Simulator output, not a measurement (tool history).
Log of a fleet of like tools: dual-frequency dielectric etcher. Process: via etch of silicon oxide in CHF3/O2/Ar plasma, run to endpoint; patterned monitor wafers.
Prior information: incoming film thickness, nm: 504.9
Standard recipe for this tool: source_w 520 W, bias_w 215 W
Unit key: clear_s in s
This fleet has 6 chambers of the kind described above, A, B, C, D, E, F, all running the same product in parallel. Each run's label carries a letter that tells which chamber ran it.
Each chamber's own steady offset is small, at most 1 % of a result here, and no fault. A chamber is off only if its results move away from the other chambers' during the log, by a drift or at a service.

run,day,source_w,bias_w,hours since the last wet clean,hours since the last source power generator calibration,hours since the last bias power generator calibration,clear_s
1A,0.371,520,215,11.8,254.4,4090.2,254.21
2F,0.854,520,215,237.7,1410.2,1220.1,257.99
3D,1.175,520,215,276.7,878.2,74.4,255.09
4B,1.404,520,215,168.2,465.6,622.8,248.7
5E,1.871,520,215,245.9,3617.5,4626.5,255.64
6C,2.175,520,215,396,1117.1,1710.3,252.53
7A,2.492,520,215,62.7,305.3,4141.1,257.52
8E,2.821,520,215,268.7,3640.3,4649.3,256.06
9D,3.308,520,215,327.9,929.4,125.6,253
10F,3.658,520,215,305,1477.5,1287.4,254.75
11C,4.1,520,215,442.2,1163.3,1756.5,254.78
12B,4.483,570,215,242.1,539.5,696.7,244.95
13A,4.946,570,215,121.6,364.2,4200,248
14E,5.292,570,215,328,3699.6,4708.6,248.55
15B,5.588,570,215,268.6,566,723.2,245.83
16D,5.958,570,215,391.5,993,189.2,247.14
17F,6.317,570,215,368.8,1541.3,1351.2,244.32
18C,6.696,520,215,504.5,1225.6,1818.8,250.23
19B,7.008,520,215,302.7,600.1,757.3,253.08
20D,7.475,520,215,427.9,1029.4,225.6,251.4
21E,7.796,520,215,388.1,3759.7,4768.7,254.56
22A,8.283,520,215,201.7,444.3,4280.1,255.36
23F,8.65,520,215,424.8,1597.3,1407.2,254.74
24C,9.017,520,215,560.2,1281.3,1874.5,251.18
25D,9.312,520,215,472,1073.5,269.7,256.65
26F,9.633,520,215,448.4,1620.9,1430.8,254.03
27A,10.038,450,193,243.8,486.4,4322.2,277.86
28E,10.425,450,193,451.2,3822.8,4831.8,281.44
29C,10.717,450,193,601,1322.1,1915.3,275.2
30B,11.05,450,193,399.7,697.1,854.3,273.69
# day 11.312: chamber C: wet clean of the chamber
31F,11.383,450,193,490.4,1662.9,1472.8,278.56
32C,11.658,450,193,8.3,1344.7,1937.9,279.83
# day 11.825: chamber E: source power generator calibrated
# day 11.842: chamber F: wet clean of the chamber
33B,11.888,520,215,419.8,717.2,874.4,251.7
# day 12.133: chamber B: wet clean of the chamber
34D,12.233,520,215,542.1,1143.6,339.8,265.98
35E,12.629,520,215,504.1,19.3,4884.7,255.46
# day 12.842: chamber E: wet clean of the chamber
36A,12.983,520,190,314.5,557.1,4392.9,264.93
37B,13.333,520,190,28.8,751.9,909.1,260.36
38A,13.829,520,190,334.8,577.4,4413.2,265.29
39D,14.271,520,190,591,1192.5,388.7,277.54
40F,14.729,520,190,69.3,1743.2,1553.1,267.9
41E,14.962,520,190,50.9,75.3,4940.7,266.42

The same settings go to every chamber for the next run, one line per chamber below. Forecast the results for each:
42A,15.333,520,215,,,,?
42B,15.333,520,215,,,,?
42C,15.333,520,215,,,,?
42D,15.333,520,215,,,,?
42E,15.333,520,215,,,,?
42F,15.333,520,215,,,,?

run,clear_s
42A,256.63
42B,252.18
42C,254.13
42D,265.94
42E,255.9
42F,255.95
